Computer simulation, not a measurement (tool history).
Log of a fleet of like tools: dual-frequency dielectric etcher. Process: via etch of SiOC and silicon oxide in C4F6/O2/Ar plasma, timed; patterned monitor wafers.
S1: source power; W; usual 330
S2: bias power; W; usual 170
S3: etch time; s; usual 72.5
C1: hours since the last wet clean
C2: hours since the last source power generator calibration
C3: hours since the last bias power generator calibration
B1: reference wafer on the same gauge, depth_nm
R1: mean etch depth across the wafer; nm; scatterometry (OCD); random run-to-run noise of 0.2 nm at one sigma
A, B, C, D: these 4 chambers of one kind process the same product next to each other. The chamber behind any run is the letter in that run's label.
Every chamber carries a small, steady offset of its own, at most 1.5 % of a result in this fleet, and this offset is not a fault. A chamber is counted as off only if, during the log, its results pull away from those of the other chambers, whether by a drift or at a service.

| run | hour | S1 | S2 | S3 | C1 | C2 | C3 | B1 | R1 |
|---|---|---|---|---|---|---|---|---|---|
| 1A | 4.4 | 330 | 170 | 72.5 | 58.8 | 1964.4 | 4759.8 | 85.226 | 74.614 |
| 2B | 13.3 | 330 | 170 | 72.5 | 162.0 | 2439.1 | 627.6 | 85.192 | 74.552 |
| 3C | 19.4 | 330 | 170 | 72.5 | 466.6 | 1141.4 | 2349.9 | 85.266 | 73.716 |
| 4D | 26.6 | 330 | 170 | 72.5 | 509.4 | 1465.6 | 2084.8 | 85.203 | 73.859 |
| 5D | 34.9 | 330 | 170 | 72.5 | 517.7 | 1473.9 | 2093.1 | 85.242 | 73.621 |
| 6C | 42.5 | 330 | 170 | 72.5 | 489.7 | 1164.5 | 2373.0 | 85.166 | 74.288 |
|  | 45.6 | chamber D: wet clean of the chamber |
|  | 48.7 | chamber C: wet clean of the chamber |
| 7B | 49.7 | 330 | 201 | 72.5 | 198.4 | 2475.5 | 664.0 | 85.185 | 78.693 |
| 8A | 54.4 | 330 | 201 | 72.5 | 108.8 | 2014.4 | 4809.8 | 85.175 | 78.944 |
| 9C | 61.6 | 330 | 201 | 72.5 | 13.0 | 1183.6 | 2392.1 | 85.210 | 78.267 |
| 10A | 69.7 | 330 | 201 | 72.5 | 124.1 | 2029.7 | 4825.1 | 85.184 | 78.795 |
| 11D | 75.3 | 330 | 170 | 72.5 | 29.7 | 1514.3 | 2133.5 | 85.200 | 73.617 |
| 12B | 81.7 | 330 | 170 | 72.5 | 230.4 | 2507.5 | 696.0 | 85.232 | 74.816 |
|  | 89.6 | chamber A: bias power generator calibrated |
| 13A | 89.6 | 330 | 129 | 72.5 | 144.0 | 2049.6 | 0.1 | 85.184 | 69.650 |
| 14B | 97.2 | 330 | 129 | 72.5 | 245.9 | 2523.0 | 711.5 | 85.211 | 69.017 |
| 15D | 103.8 | 330 | 129 | 72.5 | 58.2 | 1542.8 | 2162.0 | 85.201 | 67.864 |
| 16C | 110.0 | 330 | 129 | 72.5 | 61.4 | 1232.0 | 2440.5 | 85.226 | 68.265 |
| 17C | 114.4 | 330 | 170 | 72.5 | 65.8 | 1236.4 | 2444.9 | 85.187 | 74.074 |
| 18B | 123.0 | 330 | 170 | 72.5 | 271.7 | 2548.8 | 737.3 | 85.267 | 74.842 |
| 19A | 131.3 | 330 | 170 | 72.5 | 185.7 | 2091.3 | 41.8 | 85.156 | 75.842 |
| 20D | 139.1 | 330 | 170 | 72.5 | 93.5 | 1578.1 | 2197.3 | 85.223 | 73.959 |
| 21B | 147.1 | 330 | 170 | 72.5 | 295.8 | 2572.9 | 761.4 | 85.215 | 74.425 |
| 22D | 155.9 | 330 | 170 | 72.5 | 110.3 | 1594.9 | 2214.1 | 85.222 | 73.484 |
| 23C | 161.4 | 330 | 170 | 72.5 | 112.8 | 1283.4 | 2491.9 | 85.233 | 74.294 |
| 24A | 169.9 | 330 | 170 | 72.5 | 224.3 | 2129.9 | 80.4 | 85.233 | 75.697 |
| 25C | 176.0 | 330 | 170 | 72.5 | 127.4 | 1298.0 | 2506.5 | 85.194 | 74.193 |
| 26D | 185.8 | 330 | 170 | 72.5 | 140.2 | 1624.8 | 2244.0 | 85.136 | 73.939 |
| 27B | 191.9 | 330 | 170 | 72.5 | 340.6 | 2617.7 | 806.2 | 85.215 | 74.872 |
| 28A | 200.0 | 330 | 170 | 72.5 | 254.4 | 2160.0 | 110.5 | 85.235 | 75.538 |
| 29A | 210.0 | 330 | 170 | 72.5 | 264.4 | 2170.0 | 120.5 | 85.254 | 75.975 |
| 30D | 217.6 | 330 | 170 | 72.5 | 172.0 | 1656.6 | 2275.8 | 85.242 | 73.522 |
| 31B | 224.8 | 330 | 170 | 72.5 | 373.5 | 2650.6 | 839.1 | 85.156 | 74.811 |
| 32C | 231.7 | 330 | 170 | 72.5 | 183.1 | 1353.7 | 2562.2 | 85.248 | 74.327 |
| 33C | 239.8 | 330 | 170 | 72.5 | 191.2 | 1361.8 | 2570.3 | 85.177 | 74.047 |
| 34A | 247.8 | 330 | 170 | 72.5 | 302.2 | 2207.8 | 158.3 | 85.233 | 75.798 |
| 35D | 256.8 | 330 | 170 | 72.5 | 211.2 | 1695.8 | 2315.0 | 85.266 | 73.932 |

Next, all 4 chambers run the settings below, one line each with question marks for the results. What does each chamber give?
| 36A | 264.1 | 330 | 170 | 62.0 |  |  |  |  | ? |
| 36B | 264.1 | 330 | 170 | 62.0 |  |  |  |  | ? |
| 36C | 264.1 | 330 | 170 | 62.0 |  |  |  |  | ? |
| 36D | 264.1 | 330 | 170 | 62.0 |  |  |  |  | ? |

| run | R1 |
|---|---|
| 36A | 64.851 |
| 36B | 63.762 |
| 36C | 63.408 |
| 36D | 62.881 |

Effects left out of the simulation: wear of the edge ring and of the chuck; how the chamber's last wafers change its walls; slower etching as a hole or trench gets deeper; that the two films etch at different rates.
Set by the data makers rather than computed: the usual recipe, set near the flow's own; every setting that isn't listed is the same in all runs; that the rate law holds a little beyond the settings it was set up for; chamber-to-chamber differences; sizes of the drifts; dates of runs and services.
